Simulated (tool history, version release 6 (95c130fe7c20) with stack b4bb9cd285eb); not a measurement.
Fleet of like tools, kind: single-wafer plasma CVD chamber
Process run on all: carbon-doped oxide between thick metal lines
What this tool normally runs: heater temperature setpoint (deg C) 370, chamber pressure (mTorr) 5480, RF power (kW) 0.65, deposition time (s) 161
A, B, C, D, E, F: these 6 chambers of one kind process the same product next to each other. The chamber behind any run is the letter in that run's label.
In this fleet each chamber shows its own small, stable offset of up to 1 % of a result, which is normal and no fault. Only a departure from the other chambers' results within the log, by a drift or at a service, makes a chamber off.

run,day,heater temperature setpoint (deg C),chamber pressure (mTorr),RF power (kW),deposition time (s),hours since the last thermocouple change,hours since the last RF generator calibration,hours since the last manometer calibration,"read-back reference wafer on the same gauge, thickness_nm",mean film thickness on the monitor wafer (Å)
1A,0.342,370,5480,0.65,161,366.9,1011.8,619.5,848.23,9235.4
2F,0.633,370,5480,0.65,161,184.8,632.9,183.5,848.05,9132.8
3E,1.025,370,5480,0.65,161,571.3,1323.4,677.1,847.95,9218.8
4B,1.467,370,5480,0.65,161,2457.9,1673.6,380.8,847.5,9256.9
5C,1.771,370,5480,0.65,161,814.5,196,103.6,847.73,9156.8
6D,1.975,370,5480,0.65,161,473.8,698.8,2202.7,847.25,9241.8
7E,2.4,370,5480,0.65,161,604.3,1356.4,710.1,847.57,9227.8
8D,2.796,363,5480,0.695,161,493.5,718.5,2222.4,847.48,9741.9
9B,2.992,363,5480,0.695,161,2494.5,1710.2,417.4,846.91,9784.2
10C,3.2,363,5480,0.695,161,848.8,230.3,137.9,846.77,9658.3
11F,3.4,363,5480,0.695,161,251.2,699.3,249.9,846.82,9644.9
12A,3.633,363,5480,0.695,161,445.9,1090.8,698.5,846.89,9746.3
13F,4.004,363,5480,0.695,161,265.7,713.8,264.4,846.72,9638.8
14A,4.417,370,5480,0.65,161,464.7,1109.6,717.3,846.63,9206.9
15D,4.838,370,5480,0.65,161,542.5,767.5,2271.4,846.29,9194.7
16C,5.25,370,6220,0.6,161,898,279.5,187.1,846.33,8856.9
17B,5.546,370,6220,0.6,161,2555.8,1771.5,478.7,846.06,8929.5
18E,5.871,370,6220,0.6,161,687.6,1439.7,793.4,845.93,8912.8
19E,6.075,370,6220,0.6,161,692.5,1444.6,798.3,845.67,8907.9
20F,6.375,370,6220,0.6,161,322.6,770.7,321.3,845.74,8805.8
21C,6.588,370,6220,0.6,161,930.1,311.6,219.2,845.69,8830.6
22B,6.942,370,5480,0.65,161,2589.3,1805,512.2,845.44,9233.9
23A,7.342,370,5480,0.65,161,534.9,1179.8,787.5,845.45,9219.3
24D,7.679,370,5480,0.65,161,610.7,835.7,2339.6,845.21,9197.4
25F,7.992,370,5480,0.65,161,361.4,809.5,360.1,845.3,9094.3
26A,8.358,375,6040,0.65,161,559.3,1204.2,811.9,845.1,9204
27E,8.604,375,6040,0.65,161,753.2,1505.3,859,845.02,9223.5
28C,8.946,375,6040,0.65,161,986.7,368.2,275.8,845.26,9161.3
29B,9.204,375,6040,0.65,161,2643.6,1859.3,566.5,845.27,9215.1
30D,9.542,375,6040,0.65,161,655.4,880.4,2384.3,844.74,9186.9
31E,9.75,375,6040,0.65,161,780.7,1532.8,886.5,844.82,9189.2
32B,9.958,370,5480,0.65,161,2661.7,1877.4,584.6,844.54,9244.3
33D,10.321,370,5480,0.65,161,674.1,899.1,2403,844.36,9181.8
# day 10.325: chamber B: RF generator calibrated
34A,10.583,370,5480,0.65,161,612.7,1257.6,865.3,844.35,9196
35F,10.867,370,5480,0.65,161,430.4,878.5,429.1,844.39,9107
36C,11.188,370,5480,0.65,161,1040.5,422,329.6,844.1,9118.6
37F,11.462,370,5480,0.65,161,444.7,892.8,443.4,843.77,9080.6
38E,11.683,370,5480,0.65,161,827.1,1579.2,932.9,844.1,9222.1
39A,11.983,370,5480,0.65,161,646.3,1291.2,898.9,843.85,9179
40C,12.325,370,5480,0.65,161,1067.8,449.3,356.9,843.89,9135.7
41D,12.721,370,5480,0.65,161,731.7,956.7,2460.6,843.7,9186.3
42B,12.971,370,5480,0.65,161,2734,63.5,656.9,843.63,9232

Decide between three cases: one chamber stands off from its peers, the gauge reading all wafers drifts, or nothing is wrong past each chamber's small offset. Where a chamber is off, say which and what most likely put it there.

The shared gauge is drifting. All chambers look as if they move in step, but none is off.
Likeliest cause: gauge reads low (%) = 0.521.
